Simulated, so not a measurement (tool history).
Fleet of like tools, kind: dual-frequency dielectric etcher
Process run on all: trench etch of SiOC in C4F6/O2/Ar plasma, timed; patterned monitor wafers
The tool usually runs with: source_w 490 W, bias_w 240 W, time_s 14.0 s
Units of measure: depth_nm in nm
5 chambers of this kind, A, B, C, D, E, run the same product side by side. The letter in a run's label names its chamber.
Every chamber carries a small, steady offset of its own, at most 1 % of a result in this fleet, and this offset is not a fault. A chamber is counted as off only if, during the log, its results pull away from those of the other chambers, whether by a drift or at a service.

run,hour,source_w,bias_w,time_s,hours since the last wet clean,hours since the last source power generator calibration,hours since the last bias power generator calibration,"read-back reference wafer on the same gauge, depth_nm",depth_nm
1B,8.7,490,240,14.0,271.5,2350.0,2514.2,38.134,34.766
2A,22.5,490,240,14.0,147.3,3360.8,812.6,38.111,34.401
3E,37.5,490,240,14.0,67.0,3792.3,1255.2,38.144,34.609
4C,47.4,490,240,14.0,297.3,1274.9,989.2,38.149,34.479
5D,60.1,490,240,14.0,75.7,1899.7,3583.2,38.151,34.472
6E,70.0,490,240,14.0,99.5,3824.8,1287.7,38.158,34.553
# hour 73.8: chamber A: source power generator calibrated
# hour 75.6: chamber B: bias power generator calibrated
7D,76.9,490,240,14.0,92.5,1916.5,3600.0,38.145,34.607
8C,86.6,490,240,14.0,336.5,1314.1,1028.4,38.146,34.553
9B,98.0,490,240,14.0,360.8,2439.3,22.5,38.168,34.957
10A,107.1,490,200,14.0,231.9,33.4,897.2,38.175,32.567
11B,119.4,490,200,14.0,382.2,2460.7,43.9,38.177,32.875
12D,127.1,490,200,14.0,142.7,1966.7,3650.2,38.168,32.614
13C,136.1,490,200,14.0,386.0,1363.6,1077.9,38.178,32.527
14A,147.1,490,200,14.0,271.9,73.4,937.2,38.182,32.488
15E,162.0,490,240,14.0,191.5,3916.8,1379.7,38.198,34.672
16E,172.8,490,240,14.0,202.3,3927.6,1390.5,38.226,34.657
17B,180.0,490,240,14.0,442.8,2521.3,104.5,38.197,34.925
18A,192.7,490,240,14.0,317.5,119.0,982.8,38.205,34.514
# hour 199.9: chamber C: source power generator calibrated
19D,204.6,490,240,14.0,220.2,2044.2,3727.7,38.230,34.593
20C,219.5,490,240,14.0,469.4,19.6,1161.3,38.241,34.547
21B,229.2,490,240,14.0,492.0,2570.5,153.7,38.248,34.888
22E,243.4,490,269,17.5,272.9,3998.2,1461.1,38.271,45.013
23D,252.6,490,269,17.5,268.2,2092.2,3775.7,38.270,45.020
24C,260.4,490,269,17.5,510.3,60.5,1202.2,38.268,44.945
# hour 261.6: chamber C: wet clean of the chamber
# hour 263.0: chamber B: wet clean of the chamber
25A,272.6,490,269,17.5,397.4,198.9,1062.7,38.273,44.990
26D,282.5,490,269,17.5,298.1,2122.1,3805.6,38.272,45.146
27B,297.8,490,240,14.0,34.9,2639.1,222.3,38.305,34.940
28C,307.2,490,240,14.0,45.6,107.3,1249.0,38.289,34.536
29E,319.3,490,240,14.0,348.8,4074.1,1537.0,38.312,34.775
30A,326.5,450,282,14.0,451.3,252.8,1116.6,38.308,35.492
31E,338.5,450,282,14.0,368.0,4093.3,1556.2,38.318,35.570
32C,351.5,450,282,14.0,89.9,151.6,1293.3,38.326,35.430
33A,365.1,450,282,14.0,489.9,291.4,1155.2,38.334,35.457
34D,373.9,450,282,14.0,389.5,2213.5,3897.0,38.343,35.543
35B,381.3,490,240,14.0,118.4,2722.6,305.8,38.339,34.932
36C,388.9,490,240,14.0,127.3,189.0,1330.7,38.350,34.752
37B,397.0,490,240,14.0,134.1,2738.3,321.5,38.365,35.122
38D,405.5,490,240,14.0,421.1,2245.1,3928.6,38.357,34.698

All chambers now run identical settings, listed one chamber a line with results as question marks. What results will each chamber show?
39A,416.6,490,185,14.0,,,,,?
39B,416.6,490,185,14.0,,,,,?
39C,416.6,490,185,14.0,,,,,?
39D,416.6,490,185,14.0,,,,,?
39E,416.6,490,185,14.0,,,,,?

run,depth_nm
39A,31.810
39B,32.160
39C,31.895
39D,31.984
39E,31.981
